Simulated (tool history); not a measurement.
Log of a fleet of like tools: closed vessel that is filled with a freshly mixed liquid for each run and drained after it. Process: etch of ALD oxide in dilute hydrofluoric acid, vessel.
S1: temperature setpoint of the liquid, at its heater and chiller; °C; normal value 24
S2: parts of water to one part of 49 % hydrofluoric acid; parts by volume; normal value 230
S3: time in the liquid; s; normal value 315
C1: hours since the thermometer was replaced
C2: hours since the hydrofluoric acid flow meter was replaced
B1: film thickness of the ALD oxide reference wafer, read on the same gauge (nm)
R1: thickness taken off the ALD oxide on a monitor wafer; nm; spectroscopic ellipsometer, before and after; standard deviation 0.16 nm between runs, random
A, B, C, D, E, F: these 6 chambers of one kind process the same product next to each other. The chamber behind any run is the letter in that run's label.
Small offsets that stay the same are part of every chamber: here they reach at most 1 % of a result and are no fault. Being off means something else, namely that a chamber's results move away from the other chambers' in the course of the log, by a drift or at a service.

{"run": "1F", "day": 0.462, "S1": 24, "S2": 230, "S3": 315, "C1": 814.6, "C2": 1138, "B1": 150, "R1": 18.558}
{"run": "2D", "day": 0.804, "S1": 24, "S2": 230, "S3": 315, "C1": 662.9, "C2": 414.5, "B1": 149.97, "R1": 18.471}
{"run": "3A", "day": 1.325, "S1": 24, "S2": 230, "S3": 315, "C1": 1614.1, "C2": 1533.9, "B1": 150, "R1": 18.686}
{"run": "4E", "day": 1.6, "S1": 24, "S2": 230, "S3": 315, "C1": 983.8, "C2": 582.6, "B1": 150, "R1": 18.399}
{"run": "5B", "day": 1.917, "S1": 24, "S2": 300, "S3": 180, "C1": 194.9, "C2": 1225.7, "B1": 150.02, "R1": 7.4307}
{"day": 2.229, "done": "chamber C: thermometer replaced"}
{"run": "6C", "day": 2.296, "S1": 24, "S2": 300, "S3": 180, "C1": 1.7, "C2": 897.6, "B1": 149.98, "R1": 7.4779}
{"run": "7E", "day": 2.642, "S1": 24, "S2": 300, "S3": 180, "C1": 1008.8, "C2": 607.6, "B1": 150.02, "R1": 7.4891}
{"day": 2.658, "done": "chamber F: thermometer replaced"}
{"run": "8B", "day": 3.008, "S1": 24, "S2": 300, "S3": 180, "C1": 221.1, "C2": 1251.9, "B1": 150.02, "R1": 7.6252}
{"run": "9A", "day": 3.321, "S1": 24, "S2": 300, "S3": 180, "C1": 1662, "C2": 1581.8, "B1": 149.98, "R1": 7.528}
{"run": "10F", "day": 3.85, "S1": 24, "S2": 300, "S3": 180, "C1": 28.7, "C2": 1219.3, "B1": 149.98, "R1": 7.4595}
{"run": "11C", "day": 4.179, "S1": 24, "S2": 230, "S3": 315, "C1": 46.9, "C2": 942.8, "B1": 149.99, "R1": 18.386}
{"run": "12D", "day": 4.529, "S1": 24, "S2": 230, "S3": 315, "C1": 752.3, "C2": 503.9, "B1": 149.97, "R1": 18.267}
{"run": "13E", "day": 4.867, "S1": 21.5, "S2": 230, "S3": 315, "C1": 1062.2, "C2": 661, "B1": 150, "R1": 16.882}
{"run": "14A", "day": 5.412, "S1": 21.5, "S2": 230, "S3": 315, "C1": 1712.2, "C2": 1632, "B1": 150.02, "R1": 17.006}
{"run": "15D", "day": 5.817, "S1": 21.5, "S2": 230, "S3": 315, "C1": 783.2, "C2": 534.8, "B1": 150.01, "R1": 16.858}
{"run": "16B", "day": 6.133, "S1": 21.5, "S2": 230, "S3": 315, "C1": 296.1, "C2": 1326.9, "B1": 150.04, "R1": 16.687}
{"run": "17C", "day": 6.679, "S1": 21.5, "S2": 230, "S3": 315, "C1": 106.9, "C2": 1002.8, "B1": 149.99, "R1": 16.802}
{"run": "18F", "day": 7.033, "S1": 21.5, "S2": 230, "S3": 315, "C1": 105.1, "C2": 1295.7, "B1": 150.02, "R1": 16.587}
{"run": "19F", "day": 7.533, "S1": 24, "S2": 230, "S3": 375, "C1": 117.1, "C2": 1307.7, "B1": 149.97, "R1": 21.637}
{"run": "20C", "day": 7.904, "S1": 24, "S2": 230, "S3": 375, "C1": 136.3, "C2": 1032.2, "B1": 150, "R1": 21.726}
{"run": "21B", "day": 8.354, "S1": 24, "S2": 230, "S3": 375, "C1": 349.4, "C2": 1380.2, "B1": 150.06, "R1": 21.89}
{"run": "22A", "day": 8.608, "S1": 24, "S2": 230, "S3": 375, "C1": 1788.9, "C2": 1708.7, "B1": 150, "R1": 21.995}
{"run": "23D", "day": 9.025, "S1": 24, "S2": 230, "S3": 375, "C1": 860.2, "C2": 611.8, "B1": 150.04, "R1": 22.001}
{"run": "24E", "day": 9.492, "S1": 24, "S2": 230, "S3": 375, "C1": 1173.2, "C2": 772, "B1": 150.01, "R1": 21.94}
{"day": 9.608, "done": "chamber E: thermometer replaced"}
{"run": "25D", "day": 9.75, "S1": 24, "S2": 230, "S3": 315, "C1": 877.6, "C2": 629.2, "B1": 150.01, "R1": 18.566}
{"run": "26E", "day": 10.083, "S1": 24, "S2": 230, "S3": 315, "C1": 11.4, "C2": 786.2, "B1": 149.97, "R1": 18.321}
{"run": "27A", "day": 10.575, "S1": 24, "S2": 230, "S3": 315, "C1": 1836.1, "C2": 1755.9, "B1": 150.02, "R1": 18.468}
{"run": "28B", "day": 10.892, "S1": 24, "S2": 230, "S3": 160, "C1": 410.3, "C2": 1441.1, "B1": 149.99, "R1": 9.2835}
{"run": "29C", "day": 11.442, "S1": 24, "S2": 230, "S3": 160, "C1": 221.2, "C2": 1117.1, "B1": 149.98, "R1": 9.2614}
{"run": "30F", "day": 11.854, "S1": 24, "S2": 230, "S3": 160, "C1": 220.8, "C2": 1411.4, "B1": 150, "R1": 9.3414}
{"run": "31B", "day": 12.179, "S1": 24, "S2": 230, "S3": 160, "C1": 441.2, "C2": 1472, "B1": 150, "R1": 9.3874}
{"run": "32A", "day": 12.612, "S1": 24, "S2": 230, "S3": 160, "C1": 1885, "C2": 1804.8, "B1": 149.99, "R1": 9.4392}
{"run": "33D", "day": 13.033, "S1": 24, "S2": 230, "S3": 160, "C1": 956.4, "C2": 708, "B1": 149.96, "R1": 9.7537}
{"run": "34E", "day": 13.479, "S1": 24, "S2": 230, "S3": 315, "C1": 92.9, "C2": 867.7, "B1": 150.01, "R1": 18.453}
{"run": "35C", "day": 13.762, "S1": 24, "S2": 230, "S3": 315, "C1": 276.9, "C2": 1172.8, "B1": 150.02, "R1": 18.525}
{"run": "36F", "day": 14.258, "S1": 27, "S2": 230, "S3": 150, "C1": 278.5, "C2": 1469.1, "B1": 149.96, "R1": 9.5257}
{"run": "37B", "day": 14.717, "S1": 27, "S2": 230, "S3": 150, "C1": 502.1, "C2": 1532.9, "B1": 150.01, "R1": 9.6282}
{"day": 15.038, "done": "chamber C: hydrofluoric acid flow meter replaced"}
{"run": "38A", "day": 15.042, "S1": 27, "S2": 230, "S3": 150, "C1": 1943.3, "C2": 1863.1, "B1": 149.96, "R1": 9.8854}
{"run": "39C", "day": 15.521, "S1": 27, "S2": 230, "S3": 150, "C1": 319.1, "C2": 11.7, "B1": 150.02, "R1": 9.6302}

Which is it: a chamber that has drifted or been left off by a service, a gauge drift common to all chambers, or only each chamber's usual small offset? If a chamber is off, name it and its likeliest cause.

Chamber D drifts away from the others.
What lies behind it: hydrofluoric acid flow above the setpoint (%) = 4.59.
It could be hard to tell apart here from: liquid hotter than its thermometer reads (K).

Chamber D could run next with any of the 4 candidate recipes listed below; each alters the usual settings, and their results appear as question marks. Which one brings its results back in line with what the other chambers deliver on the usual settings?
In line means no further than this from the other chambers' mean on the usual settings: R1 0.58 nm
{"run": "40D-1", "day": 15.921, "S1": 24, "S2": 210, "S3": 315, "R1": "?"}
{"run": "40D-2", "day": 15.921, "S1": 23.5, "S2": 230, "S3": 285, "R1": "?"}
{"run": "40D-3", "day": 15.921, "S1": 24, "S2": 225, "S3": 325, "R1": "?"}
{"run": "40D-4", "day": 15.921, "S1": 24, "S2": 235, "S3": 305, "R1": "?"}

The other chambers' mean on the usual settings: R1 18.35 nm
run=40D-1 R1=21.706
run=40D-2 R1=17.248
run=40D-3 R1=20.582
run=40D-4 R1=18.306
40D-4 is the one that brings the chamber's results back in line with the other chambers.
